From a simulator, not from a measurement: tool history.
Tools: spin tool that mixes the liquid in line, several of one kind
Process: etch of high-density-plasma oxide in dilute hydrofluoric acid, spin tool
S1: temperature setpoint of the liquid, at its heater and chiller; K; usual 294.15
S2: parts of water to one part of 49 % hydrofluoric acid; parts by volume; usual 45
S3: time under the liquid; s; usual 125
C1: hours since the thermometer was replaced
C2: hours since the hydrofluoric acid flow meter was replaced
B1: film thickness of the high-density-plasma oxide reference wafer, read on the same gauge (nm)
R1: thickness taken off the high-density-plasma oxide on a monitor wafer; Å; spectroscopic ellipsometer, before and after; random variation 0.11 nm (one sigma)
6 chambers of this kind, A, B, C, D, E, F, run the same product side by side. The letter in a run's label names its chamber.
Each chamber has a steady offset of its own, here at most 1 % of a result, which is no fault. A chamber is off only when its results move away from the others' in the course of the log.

-- hour=2 chamber A: hydrofluoric acid flow meter replaced
run 1A hour=7.1 | S1=294.15 S2=45 S3=125 | C1=33.4 C2=5.2 | B1=40.006 | R1=155.62
run 2D hour=16.6 | S1=294.15 S2=45 S3=125 | C1=564.7 C2=741.6 | B1=40.002 | R1=154.07
run 3F hour=22.3 | S1=294.15 S2=45 S3=125 | C1=1063 C2=529.5 | B1=39.995 | R1=152.68
run 4B hour=29.1 | S1=294.15 S2=45 S3=125 | C1=1825.3 C2=1056 | B1=39.971 | R1=154.48
run 5C hour=35.7 | S1=294.15 S2=45 S3=125 | C1=1414 C2=1362.8 | B1=40.021 | R1=154.4
-- hour=38.6 chamber F: thermometer replaced
run 6E hour=45.7 | S1=294.15 S2=45 S3=125 | C1=402.1 C2=1599.5 | B1=39.994 | R1=154.98
run 7C hour=57.2 | S1=294.15 S2=45 S3=125 | C1=1435.5 C2=1384.3 | B1=40.019 | R1=155.21
run 8F hour=65.5 | S1=294.15 S2=45 S3=125 | C1=27 C2=572.7 | B1=40.011 | R1=154.54
run 9E hour=71.7 | S1=294.15 S2=60 S3=90 | C1=428.1 C2=1625.5 | B1=40.01 | R1=82.608
run 10A hour=82.3 | S1=294.15 S2=60 S3=90 | C1=108.6 C2=80.4 | B1=40.03 | R1=83.148
run 11D hour=93.4 | S1=294.15 S2=60 S3=90 | C1=641.5 C2=818.4 | B1=39.975 | R1=81.685
run 12B hour=105 | S1=294.15 S2=60 S3=90 | C1=1901.2 C2=1131.9 | B1=40.007 | R1=82.051
run 13E hour=115.8 | S1=294.15 S2=60 S3=90 | C1=472.2 C2=1669.6 | B1=40.016 | R1=83.111
-- hour=116.4 chamber B: hydrofluoric acid flow meter replaced
run 14D hour=124.1 | S1=294.15 S2=60 S3=90 | C1=672.2 C2=849.1 | B1=39.984 | R1=82.028
-- hour=134.3 chamber D: hydrofluoric acid flow meter replaced
run 15A hour=135.9 | S1=294.15 S2=25 S3=125 | C1=162.2 C2=134 | B1=39.995 | R1=288.2
run 16B hour=144.4 | S1=294.15 S2=25 S3=125 | C1=1940.6 C2=28 | B1=40.017 | R1=285.82
run 17F hour=150.8 | S1=294.15 S2=25 S3=125 | C1=112.3 C2=658 | B1=39.993 | R1=285.28
run 18C hour=161.1 | S1=294.15 S2=25 S3=125 | C1=1539.4 C2=1488.2 | B1=40.037 | R1=289.06
run 19B hour=172.4 | S1=294.15 S2=25 S3=125 | C1=1968.6 C2=56 | B1=39.993 | R1=280.8
run 20E hour=184.8 | S1=294.15 S2=25 S3=125 | C1=541.2 C2=1738.6 | B1=39.999 | R1=286.84
run 21A hour=195.9 | S1=294.15 S2=45 S3=125 | C1=222.2 C2=194 | B1=40.017 | R1=158
run 22C hour=206.1 | S1=294.15 S2=45 S3=125 | C1=1584.4 C2=1533.2 | B1=39.982 | R1=153.78
run 23F hour=212 | S1=294.15 S2=45 S3=125 | C1=173.5 C2=719.2 | B1=40.005 | R1=151.54
run 24D hour=224.5 | S1=294.15 S2=45 S3=125 | C1=772.6 C2=90.2 | B1=40.02 | R1=155.17
run 25A hour=236.5 | S1=294.15 S2=45 S3=125 | C1=262.8 C2=234.6 | B1=40.001 | R1=155.85
run 26D hour=244.3 | S1=294.15 S2=45 S3=125 | C1=792.4 C2=110 | B1=40.038 | R1=155.42
run 27F hour=251.5 | S1=291.15 S2=45 S3=125 | C1=213 C2=758.7 | B1=39.982 | R1=131.38
run 28B hour=259 | S1=291.15 S2=45 S3=125 | C1=2055.2 C2=142.6 | B1=39.987 | R1=135.24
run 29E hour=269.6 | S1=291.15 S2=45 S3=125 | C1=626 C2=1823.4 | B1=40.027 | R1=135.98
run 30C hour=277.8 | S1=291.15 S2=45 S3=125 | C1=1656.1 C2=1604.9 | B1=40.017 | R1=137.16
run 31C hour=287.2 | S1=291.15 S2=45 S3=125 | C1=1665.5 C2=1614.3 | B1=39.976 | R1=137.47
run 32B hour=294.9 | S1=291.15 S2=45 S3=125 | C1=2091.1 C2=178.5 | B1=39.988 | R1=136.09
run 33F hour=300.7 | S1=294.15 S2=45 S3=125 | C1=262.2 C2=807.9 | B1=40.008 | R1=147.25
run 34E hour=311.7 | S1=294.15 S2=45 S3=125 | C1=668.1 C2=1865.5 | B1=40.008 | R1=155.01
run 35D hour=323.5 | S1=294.15 S2=45 S3=125 | C1=871.6 C2=189.2 | B1=40.038 | R1=154.41
run 36A hour=333.3 | S1=294.15 S2=45 S3=125 | C1=359.6 C2=331.4 | B1=40.022 | R1=155.7
run 37E hour=340.7 | S1=294.15 S2=45 S3=125 | C1=697.1 C2=1894.5 | B1=39.996 | R1=154.15
run 38B hour=351.9 | S1=294.15 S2=45 S3=125 | C1=2148.1 C2=235.5 | B1=40.015 | R1=154.89
run 39D hour=360.4 | S1=294.15 S2=45 S3=125 | C1=908.5 C2=226.1 | B1=40.041 | R1=153.3
run 40A hour=368.9 | S1=294.15 S2=45 S3=125 | C1=395.2 C2=367 | B1=39.986 | R1=157.06
run 41C hour=380.2 | S1=294.15 S2=45 S3=125 | C1=1758.5 C2=1707.3 | B1=39.961 | R1=153.18
run 42F hour=386 | S1=294.15 S2=45 S3=125 | C1=347.5 C2=893.2 | B1=39.972 | R1=147.13
run 43C hour=398.8 | S1=294.15 S2=45 S3=125 | C1=1777.1 C2=1725.9 | B1=39.954 | R1=155.05

What goes on in this fleet: one chamber off, a drifting gauge, or nothing beyond the chambers' own small offsets? Name the chamber and the cause, if any.

Chamber F drifts away from the others.
Cause: hydrofluoric acid flow below the setpoint (%) = 5.99.
The log may not tell that from: liquid colder than its thermometer reads (K).

Here are 4 candidates for chamber F's next run, each the usual settings with a change, their results left as question marks. Which one brings its results back in line with what the others give on the usual settings?
In line means no further than this from the other chambers' mean on the usual settings: R1 3.8 Å
run 44F-1 hour=408.2 | S1=295.65 S2=45 S3=125 | R1=?
run 44F-2 hour=408.2 | S1=294.15 S2=45 S3=110 | R1=?
run 44F-3 hour=408.2 | S1=294.15 S2=40 S3=125 | R1=?
run 44F-4 hour=408.2 | S1=292.65 S2=45 S3=125 | R1=?

The other chambers' mean on the usual settings: R1 155.04 Å
run=44F-1 R1=155.03
run=44F-2 R1=128
run=44F-3 R1=164.71
run=44F-4 R1=136.36
44F-1 brings the chamber back in line.
